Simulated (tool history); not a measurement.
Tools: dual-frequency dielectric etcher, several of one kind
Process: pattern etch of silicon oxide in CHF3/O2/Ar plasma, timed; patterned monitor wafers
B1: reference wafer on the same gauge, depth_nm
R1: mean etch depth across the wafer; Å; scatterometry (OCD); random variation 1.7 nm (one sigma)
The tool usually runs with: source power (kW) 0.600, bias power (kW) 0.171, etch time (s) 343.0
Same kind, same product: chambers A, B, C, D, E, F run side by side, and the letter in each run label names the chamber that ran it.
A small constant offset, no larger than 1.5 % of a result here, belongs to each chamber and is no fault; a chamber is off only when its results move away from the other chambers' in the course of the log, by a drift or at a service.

run 1B day=0.621 | source_power_(kW)=0.600 bias_power_(kW)=0.171 etch_time_(s)=343.0 | B1=596.09 | R1=6605.5
run 2E day=1.046 | source_power_(kW)=0.600 bias_power_(kW)=0.171 etch_time_(s)=343.0 | B1=596.15 | R1=6647.9
run 3F day=1.550 | source_power_(kW)=0.600 bias_power_(kW)=0.171 etch_time_(s)=343.0 | B1=596.04 | R1=6689.4
run 4C day=1.979 | source_power_(kW)=0.600 bias_power_(kW)=0.171 etch_time_(s)=343.0 | B1=596.19 | R1=6637.2
run 5A day=2.433 | source_power_(kW)=0.600 bias_power_(kW)=0.131 etch_time_(s)=343.0 | B1=595.89 | R1=6146.3
run 6D day=2.871 | source_power_(kW)=0.600 bias_power_(kW)=0.131 etch_time_(s)=343.0 | B1=595.85 | R1=6087.7
run 7A day=3.425 | source_power_(kW)=0.600 bias_power_(kW)=0.131 etch_time_(s)=343.0 | B1=596.49 | R1=6170.7
run 8D day=3.904 | source_power_(kW)=0.600 bias_power_(kW)=0.131 etch_time_(s)=343.0 | B1=595.89 | R1=6078.2
run 9B day=4.233 | source_power_(kW)=0.600 bias_power_(kW)=0.131 etch_time_(s)=343.0 | B1=595.88 | R1=6060.9
run 10E day=4.629 | source_power_(kW)=0.600 bias_power_(kW)=0.131 etch_time_(s)=343.0 | B1=596.01 | R1=6114.2
run 11C day=4.992 | source_power_(kW)=0.600 bias_power_(kW)=0.171 etch_time_(s)=343.0 | B1=596.11 | R1=6642.6
run 12F day=5.558 | source_power_(kW)=0.600 bias_power_(kW)=0.171 etch_time_(s)=343.0 | B1=595.59 | R1=6701.4
run 13F day=6.042 | source_power_(kW)=0.600 bias_power_(kW)=0.171 etch_time_(s)=343.0 | B1=595.89 | R1=6700.5
-- day=6.075 chamber A: wet clean of the chamber
run 14A day=6.567 | source_power_(kW)=0.600 bias_power_(kW)=0.171 etch_time_(s)=343.0 | B1=595.97 | R1=6719.0
-- day=6.583 chamber F: wet clean of the chamber
run 15D day=7.046 | source_power_(kW)=0.600 bias_power_(kW)=0.171 etch_time_(s)=343.0 | B1=596.13 | R1=6616.1
run 16E day=7.542 | source_power_(kW)=0.600 bias_power_(kW)=0.171 etch_time_(s)=343.0 | B1=595.84 | R1=6655.8
-- day=7.654 chamber C: wet clean of the chamber
run 17C day=7.992 | source_power_(kW)=0.600 bias_power_(kW)=0.171 etch_time_(s)=343.0 | B1=596.14 | R1=6421.3
run 18B day=8.400 | source_power_(kW)=0.600 bias_power_(kW)=0.171 etch_time_(s)=343.0 | B1=596.03 | R1=6589.0
run 19F day=8.771 | source_power_(kW)=0.600 bias_power_(kW)=0.131 etch_time_(s)=293.5 | B1=596.02 | R1=5257.0
run 20D day=9.346 | source_power_(kW)=0.600 bias_power_(kW)=0.131 etch_time_(s)=293.5 | B1=596.09 | R1=5194.3
run 21A day=9.662 | source_power_(kW)=0.600 bias_power_(kW)=0.131 etch_time_(s)=293.5 | B1=596.04 | R1=5274.2
run 22C day=10.225 | source_power_(kW)=0.600 bias_power_(kW)=0.131 etch_time_(s)=293.5 | B1=595.83 | R1=5057.4
run 23B day=10.842 | source_power_(kW)=0.600 bias_power_(kW)=0.131 etch_time_(s)=293.5 | B1=595.77 | R1=5190.9
run 24E day=11.138 | source_power_(kW)=0.600 bias_power_(kW)=0.131 etch_time_(s)=293.5 | B1=595.56 | R1=5235.1
run 25B day=11.746 | source_power_(kW)=0.600 bias_power_(kW)=0.171 etch_time_(s)=343.0 | B1=596.22 | R1=6565.7
run 26D day=12.129 | source_power_(kW)=0.600 bias_power_(kW)=0.171 etch_time_(s)=343.0 | B1=596.01 | R1=6641.8
run 27A day=12.683 | source_power_(kW)=0.600 bias_power_(kW)=0.171 etch_time_(s)=343.0 | B1=595.77 | R1=6745.2
run 28F day=13.038 | source_power_(kW)=0.600 bias_power_(kW)=0.171 etch_time_(s)=343.0 | B1=596.01 | R1=6645.5
-- day=13.242 chamber D: wet clean of the chamber
run 29E day=13.608 | source_power_(kW)=0.600 bias_power_(kW)=0.171 etch_time_(s)=343.0 | B1=596.08 | R1=6669.0
run 30C day=14.142 | source_power_(kW)=0.600 bias_power_(kW)=0.171 etch_time_(s)=343.0 | B1=595.99 | R1=6411.6
run 31A day=14.738 | source_power_(kW)=0.600 bias_power_(kW)=0.171 etch_time_(s)=343.0 | B1=595.80 | R1=6712.0
run 32B day=15.238 | source_power_(kW)=0.600 bias_power_(kW)=0.171 etch_time_(s)=343.0 | B1=596.15 | R1=6617.4
run 33C day=15.788 | source_power_(kW)=0.600 bias_power_(kW)=0.171 etch_time_(s)=343.0 | B1=595.97 | R1=6417.3
run 34D day=16.212 | source_power_(kW)=0.600 bias_power_(kW)=0.171 etch_time_(s)=343.0 | B1=595.61 | R1=6643.3
run 35F day=16.529 | source_power_(kW)=0.600 bias_power_(kW)=0.171 etch_time_(s)=343.0 | B1=596.01 | R1=6695.7
run 36E day=17.096 | source_power_(kW)=0.600 bias_power_(kW)=0.171 etch_time_(s)=343.0 | B1=596.39 | R1=6687.2

The same settings go to every chamber for the next run, one line per chamber below. Forecast the results for each:
run 37A day=17.554 | source_power_(kW)=0.600 bias_power_(kW)=0.171 etch_time_(s)=343.0 | R1=?
run 37B day=17.554 | source_power_(kW)=0.600 bias_power_(kW)=0.171 etch_time_(s)=343.0 | R1=?
run 37C day=17.554 | source_power_(kW)=0.600 bias_power_(kW)=0.171 etch_time_(s)=343.0 | R1=?
run 37D day=17.554 | source_power_(kW)=0.600 bias_power_(kW)=0.171 etch_time_(s)=343.0 | R1=?
run 37E day=17.554 | source_power_(kW)=0.600 bias_power_(kW)=0.171 etch_time_(s)=343.0 | R1=?
run 37F day=17.554 | source_power_(kW)=0.600 bias_power_(kW)=0.171 etch_time_(s)=343.0 | R1=?

run=37A R1=6714.7
run=37B R1=6613.9
run=37C R1=6452.3
run=37D R1=6634.1
run=37E R1=6647.7
run=37F R1=6674.3

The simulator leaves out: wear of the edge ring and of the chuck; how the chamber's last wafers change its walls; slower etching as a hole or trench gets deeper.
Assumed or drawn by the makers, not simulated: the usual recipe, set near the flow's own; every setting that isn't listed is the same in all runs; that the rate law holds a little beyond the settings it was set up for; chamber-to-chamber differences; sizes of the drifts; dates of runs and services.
